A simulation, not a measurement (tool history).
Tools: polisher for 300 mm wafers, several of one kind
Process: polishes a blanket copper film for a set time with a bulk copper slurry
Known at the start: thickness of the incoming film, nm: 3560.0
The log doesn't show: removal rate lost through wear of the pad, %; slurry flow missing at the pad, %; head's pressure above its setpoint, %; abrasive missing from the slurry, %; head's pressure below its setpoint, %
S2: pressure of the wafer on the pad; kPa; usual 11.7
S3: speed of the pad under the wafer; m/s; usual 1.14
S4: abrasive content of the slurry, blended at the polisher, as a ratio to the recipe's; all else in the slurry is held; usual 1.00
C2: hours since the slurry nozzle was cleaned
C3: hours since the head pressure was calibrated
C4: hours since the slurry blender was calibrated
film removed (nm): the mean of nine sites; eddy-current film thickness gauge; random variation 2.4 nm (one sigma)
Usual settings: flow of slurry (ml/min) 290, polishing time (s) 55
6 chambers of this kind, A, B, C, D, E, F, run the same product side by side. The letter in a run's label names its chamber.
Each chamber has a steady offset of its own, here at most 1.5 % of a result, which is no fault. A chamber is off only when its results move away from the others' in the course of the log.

Run 1F, hour 2.7: usual settings; wafers polished on this pad 413; C2 6.5; C3 857.7; C4 316.5. Result: film removed (nm) 287.01.
Run 2B, hour 5.4: usual settings; wafers polished on this pad 291; C2 662.2; C3 700.7; C4 70.9. Result: film removed (nm) 292.60.
Run 3C, hour 9.9: usual settings; wafers polished on this pad 527; C2 437.1; C3 319.7; C4 247.7. Result: film removed (nm) 287.33.
Run 4D, hour 14.7: usual settings; wafers polished on this pad 299; C2 220.1; C3 906.8; C4 100.8. Result: film removed (nm) 291.92.
Run 5E, hour 18.9: usual settings; wafers polished on this pad 1196; C2 613.3; C3 148.2; C4 302.6. Result: film removed (nm) 295.89.
Run 6A, hour 21.5: usual settings; wafers polished on this pad 881; C2 137.9; C3 81.7; C4 196.6. Result: film removed (nm) 286.20.
At hour 26.3: chamber E: slurry blender recalibrated.
At hour 26.5: chamber F: slurry blender recalibrated.
Run 7C, hour 26.8: usual settings; wafers polished on this pad 720; C2 454.0; C3 336.6; C4 264.6. Result: film removed (nm) 291.42.
Run 8E, hour 30.1: usual settings; wafers polished on this pad 1325; C2 624.5; C3 159.4; C4 3.8. Result: film removed (nm) 299.78.
At hour 30.5: chamber E: worn pad replaced by a new one.
Run 9B, hour 34.7: usual settings; wafers polished on this pad 627; C2 691.5; C3 730.0; C4 100.2. Result: film removed (nm) 287.23.
Run 10A, hour 37.9: usual settings; wafers polished on this pad 1069; C2 154.3; C3 98.1; C4 213.0. Result: film removed (nm) 286.02.
At hour 39.2: chamber C: slurry nozzle cleaned.
Run 11F, hour 42.2: usual settings; wafers polished on this pad 866; C2 46.0; C3 897.2; C4 15.7. Result: film removed (nm) 287.26.
Run 12D, hour 45.5: usual settings but S2 7.6 kPa, S3 0.78 m/s; wafers polished on this pad 652; C2 250.9; C3 937.6; C4 131.6. Result: film removed (nm) 129.52.
At hour 46.8: chamber F: worn pad replaced by a new one.
Run 13C, hour 48.5: usual settings but S2 7.6 kPa, S3 0.78 m/s; wafers polished on this pad 969; C2 9.4; C3 358.3; C4 286.3. Result: film removed (nm) 127.61.
Run 14E, hour 53.7: usual settings but S2 7.6 kPa, S3 0.78 m/s; wafers polished on this pad 266; C2 648.1; C3 183.0; C4 27.4. Result: film removed (nm) 130.84.
At hour 55.6: chamber D: slurry blender recalibrated.
At hour 56.1: chamber C: worn pad replaced by a new one.
Run 15A, hour 56.3: usual settings but S2 7.6 kPa, S3 0.78 m/s; wafers polished on this pad 1280; C2 172.7; C3 116.5; C4 231.4. Result: film removed (nm) 127.39.
Run 16F, hour 58.9: usual settings but S2 7.6 kPa, S3 0.78 m/s; wafers polished on this pad 138; C2 62.7; C3 913.9; C4 32.4. Result: film removed (nm) 122.91.
At hour 60.1: chamber A: worn pad replaced by a new one.
Run 17B, hour 63.7: usual settings but S2 7.6 kPa, S3 0.78 m/s; wafers polished on this pad 959; C2 720.5; C3 759.0; C4 129.2. Result: film removed (nm) 126.24.
Run 18D, hour 66.1: usual settings; wafers polished on this pad 888; C2 271.5; C3 958.2; C4 10.6. Result: film removed (nm) 283.92.
At hour 68.2: chamber B: worn pad replaced by a new one.
Run 19E, hour 69.1: usual settings but S3 1.48 m/s; wafers polished on this pad 442; C2 663.5; C3 198.4; C4 42.8. Result: film removed (nm) 401.46.
Run 20B, hour 73.4: usual settings but S3 1.48 m/s; wafers polished on this pad 60; C2 730.2; C3 768.7; C4 138.9. Result: film removed (nm) 371.62.
Run 21C, hour 75.8: usual settings but S3 1.48 m/s; wafers polished on this pad 226; C2 36.7; C3 385.6; C4 313.6. Result: film removed (nm) 377.96.
Run 22D, hour 78.5: usual settings but S3 1.48 m/s; wafers polished on this pad 1030; C2 283.9; C3 970.6; C4 23.0. Result: film removed (nm) 374.62.
At hour 80.3: chamber D: worn pad replaced by a new one.
At hour 82.5: chamber E: slurry nozzle cleaned.
Run 23A, hour 82.9: usual settings but S3 1.48 m/s; wafers polished on this pad 262; C2 199.3; C3 143.1; C4 258.0. Result: film removed (nm) 372.21.
Run 24F, hour 85.6: usual settings but S3 1.48 m/s; wafers polished on this pad 444; C2 89.4; C3 940.6; C4 59.1. Result: film removed (nm) 372.47.
Run 25B, hour 89.1: usual settings; wafers polished on this pad 240; C2 745.9; C3 784.4; C4 154.6. Result: film removed (nm) 288.63.
Run 26C, hour 94.2: usual settings; wafers polished on this pad 437; C2 55.1; C3 404.0; C4 332.0. Result: film removed (nm) 285.30.
Run 27D, hour 97.2: usual settings; wafers polished on this pad 193; C2 302.6; C3 989.3; C4 41.7. Result: film removed (nm) 292.12.
Run 28E, hour 102.4: usual settings; wafers polished on this pad 824; C2 19.9; C3 231.7; C4 76.1. Result: film removed (nm) 316.58.
Run 29F, hour 106.7: usual settings; wafers polished on this pad 686; C2 110.5; C3 961.7; C4 80.2. Result: film removed (nm) 289.68.
At hour 108.8: chamber B: slurry nozzle cleaned.
Run 30A, hour 109.2: usual settings but flow of slurry (ml/min) 215; wafers polished on this pad 563; C2 225.6; C3 169.4; C4 284.3. Result: film removed (nm) 279.63.
Run 31B, hour 112.1: usual settings but flow of slurry (ml/min) 215; wafers polished on this pad 503; C2 3.3; C3 807.4; C4 177.6. Result: film removed (nm) 284.08.
At hour 112.4: chamber C: slurry blender recalibrated.
Run 32F, hour 117.0: usual settings but flow of slurry (ml/min) 215; wafers polished on this pad 804; C2 120.8; C3 972.0; C4 90.5. Result: film removed (nm) 277.01.
Run 33A, hour 121.6: usual settings but flow of slurry (ml/min) 215; wafers polished on this pad 705; C2 238.0; C3 181.8; C4 296.7. Result: film removed (nm) 282.14.
Run 34E, hour 125.9: usual settings but flow of slurry (ml/min) 215; wafers polished on this pad 1093; C2 43.4; C3 255.2; C4 99.6. Result: film removed (nm) 311.23.
Run 35C, hour 128.7: usual settings but flow of slurry (ml/min) 215; wafers polished on this pad 832; C2 89.6; C3 438.5; C4 16.4. Result: film removed (nm) 281.53.
Run 36D, hour 132.2: usual settings; wafers polished on this pad 594; C2 337.6; C3 1024.3; C4 76.7. Result: film removed (nm) 290.23.
Run 37B, hour 135.6: usual settings but flow of slurry (ml/min) 235, S3 1.46 m/s; wafers polished on this pad 772; C2 26.8; C3 830.9; C4 201.1. Result: film removed (nm) 368.70.
At hour 137.1: chamber A: slurry blender recalibrated.
Run 38D, hour 140.0: usual settings but flow of slurry (ml/min) 235, S3 1.46 m/s; wafers polished on this pad 684; C2 345.4; C3 1032.1; C4 84.5. Result: film removed (nm) 360.18.
Run 39A, hour 143.2: usual settings but flow of slurry (ml/min) 235, S3 1.46 m/s; wafers polished on this pad 952; C2 259.6; C3 203.4; C4 6.1. Result: film removed (nm) 359.09.
Run 40C, hour 147.5: usual settings but flow of slurry (ml/min) 235, S3 1.46 m/s; wafers polished on this pad 1047; C2 108.4; C3 457.3; C4 35.2. Result: film removed (nm) 363.52.

Next, every chamber runs the same settings. What will each give?
Run 41A, hour 151.4: usual settings but S4 0.85. Result: film removed (nm) ?.
Run 41B, hour 151.4: usual settings but S4 0.85. Result: film removed (nm) ?.
Run 41C, hour 151.4: usual settings but S4 0.85. Result: film removed (nm) ?.
Run 41D, hour 151.4: usual settings but S4 0.85. Result: film removed (nm) ?.
Run 41E, hour 151.4: usual settings but S4 0.85. Result: film removed (nm) ?.
Run 41F, hour 151.4: usual settings but S4 0.85. Result: film removed (nm) ?.

run  film removed (nm)
41A             279.71
41B             278.33
41C             278.81
41D             279.76
41E             315.15
41F             274.45

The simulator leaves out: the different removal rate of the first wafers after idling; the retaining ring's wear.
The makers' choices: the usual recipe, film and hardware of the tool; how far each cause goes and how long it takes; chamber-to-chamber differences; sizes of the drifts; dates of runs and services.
